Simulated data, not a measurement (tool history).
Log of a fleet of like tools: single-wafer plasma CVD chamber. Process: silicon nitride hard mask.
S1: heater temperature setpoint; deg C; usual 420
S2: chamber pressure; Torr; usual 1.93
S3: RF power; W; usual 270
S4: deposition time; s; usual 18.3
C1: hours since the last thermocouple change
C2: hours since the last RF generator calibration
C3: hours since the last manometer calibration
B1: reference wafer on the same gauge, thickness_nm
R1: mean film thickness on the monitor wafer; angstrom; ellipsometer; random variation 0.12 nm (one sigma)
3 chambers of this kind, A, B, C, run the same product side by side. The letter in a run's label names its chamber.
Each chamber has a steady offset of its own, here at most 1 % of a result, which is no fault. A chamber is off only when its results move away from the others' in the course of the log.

run   hour   S1    S2   S3    S4      C1      C2      C3      B1      R1
 1B    7.2  420  1.93  270  18.3     860   399.8  1872.3  24.077  206.76
 2C   15.7  420  1.93  270  18.3   108.6   863.1    17.6  24.092  207.15
 3A   24.7  420  1.93  270  18.3   295.6  2582.8   578.6  24.111  205.18
 4B   30.2  420  1.93  270  18.3     883   422.8  1895.3  24.086  206.86
 5C   38.6  425  1.93  270  18.3   131.5     886    40.5  24.086  206.02
 6A   47.9  425  1.93  270  18.3   318.8    2606   601.8  24.073  202.39
 7A   58.7  425  1.93  270  18.3   329.6  2616.8   612.6  24.133  203.73
 8B   68.1  420  1.93  270  18.3   920.9   460.7  1933.2   24.13  204.78
 9C   74.1  432  1.93  270  16.9     167   921.5      76  24.122  188.88
10A   80.8  432  1.93  270  16.9   351.7  2638.9   634.7  24.107  189.13
11C   87.9  432  1.93  270  16.9   180.8   935.3    89.8  24.103  188.53
12B   96.7  420  1.93  270  18.3   949.5   489.3  1961.8  24.129  204.91
13C  104.1  420  1.93  270  18.3     197   951.5     106  24.105  205.76
14B  113.2  420  1.93  270  18.3     966   505.8  1978.3  24.098  202.13
15A  120.9  420  1.93  270  18.3   391.8    2679   674.8  24.103   203.1
16A  131.6  420  1.93  270  18.3   402.5  2689.7   685.5  24.093  204.21
17C  142.7  420  1.93  270  18.3   235.6   990.1   144.6  24.064  205.25
     147.3  -- chamber A: RF generator calibrated
18B  148.2  420  1.93  270  18.3    1001   540.8  2013.3   24.11   197.1
19A  160.1  420  1.93  270  18.3     431    12.9     714  24.125  202.95
20B    166  420  1.93  270  18.3  1018.8   558.6  2031.1  24.104  199.89
21C  172.9  410  1.93  270  18.3   265.8  1020.3   174.8  24.069  205.47
22B  180.4  410  1.93  270  18.3  1033.2     573  2045.5  24.094  198.52
23C  192.1  410  1.93  270  18.3     285  1039.5     194  24.096   204.8
24A  203.4  420  1.93  270  18.3   474.3    56.2   757.3  24.105  203.98
25B    213  420  1.93  270  18.3  1065.8   605.6  2078.1  24.097  194.76

Next, every chamber runs the same settings. What will each give?
26A  221.9  420  1.93  270  18.3                   ?
26B  221.9  420  1.93  270  18.3                   ?
26C  221.9  420  1.93  270  18.3                   ?

run      R1
26A  205.24
26B  195.32
26C   206.4
